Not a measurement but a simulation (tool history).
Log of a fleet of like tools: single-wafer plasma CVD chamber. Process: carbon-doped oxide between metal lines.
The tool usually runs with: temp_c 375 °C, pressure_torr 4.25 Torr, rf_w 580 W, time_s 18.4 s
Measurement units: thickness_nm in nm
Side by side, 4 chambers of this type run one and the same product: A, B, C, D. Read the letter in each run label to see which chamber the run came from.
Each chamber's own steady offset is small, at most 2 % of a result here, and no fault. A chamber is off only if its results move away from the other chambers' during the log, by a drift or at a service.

run	hour	temp_c	pressure_torr	rf_w	time_s	read-back reference wafer on the same gauge, thickness_nm	thickness_nm
1A	13.0	375	4.25	580	18.4	99.152	94.792
2C	22.8	375	4.25	580	18.4	99.145	94.916
3D	32.4	375	4.25	580	18.4	99.172	93.767
4B	46.4	375	4.25	580	18.4	99.166	94.944
5B	56.2	375	4.25	580	18.4	99.167	95.026
6D	63.0	375	4.63	620	18.4	99.181	98.892
7A	71.5	375	4.63	620	18.4	99.205	100.450
8C	84.1	375	4.63	620	18.4	99.237	100.040
9B	93.7	375	4.63	620	18.4	99.238	100.130
10A	106.8	375	4.25	580	18.4	99.252	95.143
11C	115.9	375	4.25	580	18.4	99.233	94.971
12D	129.0	382	4.25	625	18.4	99.327	97.040
13A	135.7	382	4.25	625	18.4	99.357	97.832
14B	147.7	382	4.25	625	18.4	99.326	98.145
15D	160.2	382	4.25	625	18.4	99.338	96.962
16C	170.1	375	4.25	580	18.4	99.369	95.218
17B	177.1	375	4.25	580	18.4	99.407	95.428
18D	186.1	389	4.25	580	18.4	99.386	91.379
19A	196.0	389	4.25	580	18.4	99.408	92.686
20C	206.5	389	4.25	580	18.4	99.446	92.507
21C	217.1	389	4.25	580	18.4	99.453	92.295
22A	223.5	375	4.25	685	18.4	99.440	105.410
23D	230.3	375	4.25	685	18.4	99.472	104.450
# hour 232.8: chamber D: capacitance manometer re-zeroed and calibrated
24B	242.3	375	4.25	685	18.4	99.482	105.590
25C	252.6	375	4.25	685	18.4	99.500	105.140
26B	260.9	375	4.25	580	18.4	99.509	95.464
27A	270.5	375	4.25	520	15.2	99.542	73.856
28D	284.3	375	4.25	520	15.2	99.610	72.933
29A	297.6	375	4.25	520	15.2	99.595	73.909
30B	308.0	375	4.25	520	15.2	99.614	73.858
31D	319.2	375	4.25	580	18.4	99.648	94.061
32C	332.1	375	4.25	580	18.4	99.664	95.326
33C	340.7	375	4.25	580	18.4	99.677	95.398

Next, every chamber runs the same settings. What will each give?
34A	351.4	375	4.25	580	20.0		?
34B	351.4	375	4.25	580	20.0		?
34C	351.4	375	4.25	580	20.0		?
34D	351.4	375	4.25	580	20.0		?

run	thickness_nm
34A	103.700
34B	103.730
34C	103.590
34D	102.460

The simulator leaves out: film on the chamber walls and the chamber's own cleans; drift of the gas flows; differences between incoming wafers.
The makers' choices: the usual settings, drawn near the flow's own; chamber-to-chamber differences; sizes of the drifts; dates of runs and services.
